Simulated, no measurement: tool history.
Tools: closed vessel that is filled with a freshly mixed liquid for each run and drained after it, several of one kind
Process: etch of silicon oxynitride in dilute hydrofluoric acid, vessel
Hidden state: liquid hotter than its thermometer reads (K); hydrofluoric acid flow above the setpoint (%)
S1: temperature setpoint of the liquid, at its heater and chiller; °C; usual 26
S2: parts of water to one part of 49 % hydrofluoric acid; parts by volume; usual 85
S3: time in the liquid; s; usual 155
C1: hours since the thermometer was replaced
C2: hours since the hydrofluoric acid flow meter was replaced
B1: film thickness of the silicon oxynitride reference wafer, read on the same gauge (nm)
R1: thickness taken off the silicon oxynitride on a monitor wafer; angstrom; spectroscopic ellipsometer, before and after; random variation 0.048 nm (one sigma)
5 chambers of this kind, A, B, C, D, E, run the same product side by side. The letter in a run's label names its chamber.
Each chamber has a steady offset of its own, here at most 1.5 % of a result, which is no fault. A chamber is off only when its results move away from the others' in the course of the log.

Run 1D, hour 7.5: usual settings; C1 573.6; C2 435.8; B1 39.978. Result: R1 97.429 angstrom.
Run 2B, hour 11.5: usual settings; C1 783.1; C2 1056.3; B1 39.995. Result: R1 98.299 angstrom.
Run 3A, hour 16.8: usual settings; C1 717.3; C2 1497.4; B1 40.023. Result: R1 97.748 angstrom.
Run 4E, hour 20.6: usual settings; C1 142.4; C2 582; B1 40.029. Result: R1 96.501 angstrom.
Run 5C, hour 26.6: usual settings; C1 298; C2 309.4; B1 39.946. Result: R1 98.224 angstrom.
Run 6E, hour 32.8: usual settings; C1 154.6; C2 594.2; B1 39.972. Result: R1 97.308 angstrom.
Run 7B, hour 38.3: usual settings; C1 809.9; C2 1083.1; B1 40.029. Result: R1 97.684 angstrom.
Run 8A, hour 43.8: usual settings but S1 30.5 °C, S2 65 parts by volume; C1 744.3; C2 1524.4; B1 39.987. Result: R1 162.9 angstrom.
Run 9D, hour 48.2: usual settings but S1 30.5 °C, S2 65 parts by volume; C1 614.3; C2 476.5; B1 40.025. Result: R1 160.6 angstrom.
Run 10C, hour 53.1: usual settings but S1 30.5 °C, S2 65 parts by volume; C1 324.5; C2 335.9; B1 40.015. Result: R1 160.59 angstrom.
Run 11C, hour 59.4: usual settings but S1 30.5 °C, S2 65 parts by volume; C1 330.8; C2 342.2; B1 40.026. Result: R1 161.06 angstrom.
At hour 61.3: chamber E: hydrofluoric acid flow meter replaced.
Run 12B, hour 66.5: usual settings but S1 30.5 °C, S2 65 parts by volume; C1 838.1; C2 1111.3; B1 39.955. Result: R1 161.13 angstrom.
At hour 70.6: chamber B: thermometer replaced.
Run 13D, hour 73.3: usual settings; C1 639.4; C2 501.6; B1 40.019. Result: R1 97.887 angstrom.
Run 14E, hour 78.6: usual settings; C1 200.4; C2 17.4; B1 40. Result: R1 97.597 angstrom.
Run 15A, hour 86.4: usual settings but S1 30 °C; C1 786.9; C2 1567; B1 39.988. Result: R1 119.93 angstrom.
At hour 94.4: chamber D: hydrofluoric acid flow meter replaced.
Run 16C, hour 94.4: usual settings but S1 30 °C; C1 365.8; C2 377.2; B1 39.941. Result: R1 117.46 angstrom.
Run 17E, hour 101: usual settings but S1 30 °C; C1 222.8; C2 39.8; B1 40.016. Result: R1 117.41 angstrom.
Run 18B, hour 108.4: usual settings but S1 30 °C; C1 37.9; C2 1153.2; B1 40.002. Result: R1 116.6 angstrom.
Run 19D, hour 113.8: usual settings but S1 30 °C; C1 679.9; C2 19.4; B1 39.993. Result: R1 117.28 angstrom.
Run 20A, hour 120: usual settings; C1 820.5; C2 1600.6; B1 39.959. Result: R1 100.76 angstrom.
Run 21C, hour 124.1: usual settings; C1 395.5; C2 406.9; B1 39.993. Result: R1 98.111 angstrom.
Run 22A, hour 130.8: usual settings; C1 831.3; C2 1611.4; B1 39.994. Result: R1 101.45 angstrom.
Run 23B, hour 135.3: usual settings; C1 64.8; C2 1180.1; B1 39.957. Result: R1 97.907 angstrom.
Run 24D, hour 138.8: usual settings; C1 704.9; C2 44.4; B1 39.998. Result: R1 99.121 angstrom.
Run 25E, hour 143.9: usual settings; C1 265.7; C2 82.7; B1 40.013. Result: R1 97.422 angstrom.
Run 26C, hour 151.5: usual settings; C1 422.9; C2 434.3; B1 39.998. Result: R1 98.985 angstrom.
Run 27D, hour 157.7: usual settings but S3 200 s; C1 723.8; C2 63.3; B1 40.013. Result: R1 126.22 angstrom.
Run 28A, hour 163.9: usual settings but S3 200 s; C1 864.4; C2 1644.5; B1 39.966. Result: R1 133.75 angstrom.
Run 29E, hour 168.4: usual settings but S3 200 s; C1 290.2; C2 107.2; B1 40.014. Result: R1 126.34 angstrom.
Run 30B, hour 172.5: usual settings but S3 200 s; C1 102; C2 1217.3; B1 39.968. Result: R1 126.37 angstrom.
Run 31E, hour 178.9: usual settings but S3 200 s; C1 300.7; C2 117.7; B1 39.954. Result: R1 125.73 angstrom.

What goes on in this fleet: one chamber off, a drifting gauge, or nothing beyond the chambers' own small offsets? Name the chamber and the cause, if any.

Chamber A drifts away from the others.
Cause: liquid hotter than its thermometer reads (K) = 1.22.
The log may not tell that from: hydrofluoric acid flow above the setpoint (%).

Here are 4 candidates for chamber A's next run, each the usual settings with a change, their results left as question marks. Which one brings its results back in line with what the others give on the usual settings?
In line means no further than this from the other chambers' mean on the usual settings: R1 1.7 angstrom
Run 32A-1, hour 184.7: usual settings but S2 80 parts by volume. Result: R1 ?.
Run 32A-2, hour 184.7: usual settings but S3 145 s. Result: R1 ?.
Run 32A-3, hour 184.7: usual settings but S3 175 s. Result: R1 ?.
Run 32A-4, hour 184.7: usual settings but S2 90 parts by volume, S3 145 s. Result: R1 ?.

The other chambers' mean on the usual settings: R1 97.733 angstrom
  run      R1
32A-1  110.84
32A-2  97.025
32A-3   117.1
32A-4   91.13
32A-2 brings the chamber back in line.

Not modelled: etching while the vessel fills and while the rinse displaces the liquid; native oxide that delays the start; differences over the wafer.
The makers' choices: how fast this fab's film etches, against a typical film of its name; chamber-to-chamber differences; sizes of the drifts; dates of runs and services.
